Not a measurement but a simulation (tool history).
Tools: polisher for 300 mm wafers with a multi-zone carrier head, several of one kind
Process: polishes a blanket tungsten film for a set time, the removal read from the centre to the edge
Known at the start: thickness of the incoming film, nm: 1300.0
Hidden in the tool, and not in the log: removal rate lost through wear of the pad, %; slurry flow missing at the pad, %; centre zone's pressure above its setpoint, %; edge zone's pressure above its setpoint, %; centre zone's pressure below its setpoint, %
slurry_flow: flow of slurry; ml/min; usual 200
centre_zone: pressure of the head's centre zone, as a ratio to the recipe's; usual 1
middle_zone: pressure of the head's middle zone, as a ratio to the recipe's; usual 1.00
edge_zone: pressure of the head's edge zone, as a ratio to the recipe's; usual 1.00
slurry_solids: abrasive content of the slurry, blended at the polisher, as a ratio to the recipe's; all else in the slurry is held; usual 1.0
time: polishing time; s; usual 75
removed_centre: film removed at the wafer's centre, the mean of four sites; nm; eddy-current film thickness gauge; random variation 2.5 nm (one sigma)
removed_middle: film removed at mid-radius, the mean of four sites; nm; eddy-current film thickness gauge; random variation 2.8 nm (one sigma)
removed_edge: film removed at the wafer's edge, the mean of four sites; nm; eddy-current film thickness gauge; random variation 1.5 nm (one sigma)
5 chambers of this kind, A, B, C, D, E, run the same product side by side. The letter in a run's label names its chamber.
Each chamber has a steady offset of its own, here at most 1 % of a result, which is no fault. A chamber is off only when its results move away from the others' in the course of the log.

run,hour,slurry_flow,centre_zone,middle_zone,edge_zone,slurry_solids,time,wafers polished on this pad,hours since the slurry nozzle was cleaned,hours since the centre zone pressure was calibrated,hours since the edge zone pressure was calibrated,removed_centre,removed_middle,removed_edge
1E,9.9,200,1,1.00,1.00,1.0,75,289,64.9,227.0,480.1,197.16,195.56,196.47
# hour 14.6: chamber A: worn pad replaced by a new one
2C,20.3,200,1,1.00,1.00,1.0,75,578,323.5,196.9,1028.8,200.52,198.18,198.19
# hour 21.2: chamber D: worn pad replaced by a new one
3D,32.1,200,1,1.00,1.00,1.0,75,66,318.7,203.6,426.9,198.35,198.50,196.46
4B,40.1,200,1,1.00,1.00,1.0,75,533,288.8,146.5,1085.7,200.85,196.83,199.55
5A,54.4,200,1,1.00,1.00,1.0,75,242,95.6,282.3,1072.9,194.56,201.77,196.87
# hour 62.0: chamber D: slurry nozzle cleaned
6A,68.5,200,1,1.00,1.00,1.0,75,327,109.7,296.4,1087.0,201.15,196.14,200.25
# hour 69.3: chamber E: worn pad replaced by a new one
7C,81.3,200,1,1.00,1.00,1.0,75,948,384.5,257.9,1089.8,197.59,198.50,198.69
8B,88.8,200,1,1.00,1.00,1.0,75,829,337.5,195.2,1134.4,199.23,199.06,195.82
9D,98.7,200,1,1.00,1.00,1.0,75,470,36.8,270.2,493.5,199.44,197.84,197.20
10E,113.6,200,1,1.00,1.00,1.0,75,268,168.6,330.7,583.8,200.60,197.29,198.44
# hour 118.8: chamber D: worn pad replaced by a new one
11B,120.3,200,1,0.91,1.00,0.8,75,1020,369.0,226.7,1165.9,182.47,174.71,186.47
12D,130.7,200,1,0.91,1.00,0.8,75,72,68.8,302.2,525.5,186.46,171.66,187.82
# hour 134.1: chamber B: worn pad replaced by a new one
13E,137.2,200,1,0.91,1.00,0.8,75,412,192.2,354.3,607.4,188.33,169.85,190.84
14A,145.0,200,1,0.91,1.00,0.8,75,792,186.2,372.9,1163.5,187.71,174.98,186.95
# hour 149.0: chamber C: worn pad replaced by a new one
15C,154.2,200,1,0.91,1.00,0.8,75,31,457.4,330.8,1162.7,190.79,172.51,187.21
# hour 159.9: chamber A: slurry nozzle cleaned
16B,163.3,200,1,1.00,1.00,1.0,75,177,412.0,269.7,1208.9,197.96,201.06,199.01
17D,174.3,200,1,1.00,1.00,1.0,75,337,112.4,345.8,569.1,197.28,200.65,196.24
# hour 178.0: chamber E: slurry nozzle cleaned
# hour 179.1: chamber E: worn pad replaced by a new one
# hour 183.9: chamber A: worn pad replaced by a new one
18C,185.3,200,1,1.00,1.00,1.0,75,220,488.5,361.9,1193.8,196.00,201.02,198.89
19E,193.2,200,1,1.00,1.00,1.0,75,86,15.3,410.3,663.4,202.88,199.29,197.59
20A,204.9,200,1,1.00,1.00,1.0,75,127,45.0,432.8,1223.4,202.72,191.48,199.81
# hour 208.6: chamber C: slurry nozzle cleaned
# hour 213.2: chamber D: worn pad replaced by a new one
21D,215.2,200,1,1.00,1.00,1.0,75,12,153.3,386.7,610.0,200.82,196.56,196.93
22E,229.2,200,1,1.00,1.00,1.0,75,304,51.3,446.3,699.4,200.28,197.42,200.99
# hour 235.2: chamber E: centre zone pressure recalibrated
23C,239.6,200,1,1.00,1.00,1.0,75,550,31.0,416.2,1248.1,197.86,199.38,196.98
24B,249.7,200,1,1.00,1.06,1.1,75,702,498.4,356.1,1295.3,201.62,202.69,208.10
25A,256.5,200,1,1.00,1.06,1.1,75,441,96.6,484.4,1275.0,200.10,193.44,209.14
26C,266.8,200,1,1.00,1.06,1.1,75,715,58.2,443.4,1275.3,199.13,202.36,208.19
# hour 269.1: chamber E: worn pad replaced by a new one
27D,276.0,200,1,1.00,1.06,1.1,75,381,214.1,447.5,670.8,203.52,202.37,206.82
# hour 278.2: chamber A: edge zone pressure recalibrated
28B,290.2,200,1,1.00,1.06,1.1,75,948,538.9,396.6,1335.8,204.67,201.45,210.05
29E,300.3,200,1,1.00,1.00,1.0,75,189,122.4,65.1,770.5,199.40,194.47,198.75
# hour 304.2: chamber C: edge zone pressure recalibrated
# hour 308.0: chamber D: worn pad replaced by a new one
30A,313.9,200,1,1.00,1.00,1.0,75,789,154.0,541.8,35.7,196.69,199.65,200.55
31C,321.3,200,1,1.00,0.95,1.1,75,1046,112.7,497.9,17.1,197.89,199.29,197.98
32B,331.0,200,1,1.00,0.95,1.1,75,1195,579.7,437.4,1376.6,205.04,202.45,198.75
# hour 335.7: chamber A: worn pad replaced by a new one
# hour 339.3: chamber B: worn pad replaced by a new one
33E,341.5,200,1,1.00,0.95,1.1,75,439,163.6,106.3,811.7,201.69,204.07,197.48
# hour 342.6: chamber A: centre zone pressure recalibrated
34A,350.2,200,1,1.00,0.95,1.1,75,88,190.3,7.7,72.0,202.09,201.53,198.13
# hour 359.3: chamber E: worn pad replaced by a new one
# hour 361.1: chamber A: slurry nozzle cleaned
35D,361.1,200,1,1.00,0.95,1.1,75,322,299.2,532.6,755.9,201.05,199.89,198.48
# hour 371.8: chamber C: worn pad replaced by a new one
36C,375.2,200,1,1.00,1.00,1.0,75,20,166.6,551.8,71.0,194.30,202.64,197.28
# hour 380.2: chamber D: slurry nozzle cleaned
37E,382.2,200,1,1.00,1.08,1.0,62,139,204.3,147.0,852.4,161.98,167.14,170.62
38B,391.2,200,1,1.00,1.08,1.0,62,315,639.9,497.6,1436.8,164.36,161.14,172.90
# hour 392.9: chamber D: worn pad replaced by a new one
# hour 398.1: chamber E: slurry nozzle cleaned
39D,403.3,200,1,1.00,1.08,1.0,62,63,23.1,574.8,798.1,162.72,165.69,169.30
40A,417.8,200,1,1.00,1.08,1.0,62,498,56.8,75.3,139.6,159.86,163.53,170.05
41C,430.0,200,1,1.00,1.08,1.0,62,353,221.4,606.6,125.8,163.90,164.89,169.43
# hour 442.4: chamber B: edge zone pressure recalibrated
42E,444.0,200,1,1.00,1.00,1.0,75,514,45.9,208.8,914.2,198.02,201.99,198.29
43A,451.1,200,1,1.00,1.00,1.0,75,700,90.1,108.6,172.9,199.78,195.77,197.50
44B,461.1,200,1,1.00,1.00,1.0,75,739,709.8,567.5,18.7,190.06,192.48,202.88

What goes on in this fleet: one chamber off, a drifting gauge, or nothing beyond the chambers' own small offsets? Name the chamber and the cause, if any.

No chamber stands off beyond its own small offset, and the gauge holds steady.

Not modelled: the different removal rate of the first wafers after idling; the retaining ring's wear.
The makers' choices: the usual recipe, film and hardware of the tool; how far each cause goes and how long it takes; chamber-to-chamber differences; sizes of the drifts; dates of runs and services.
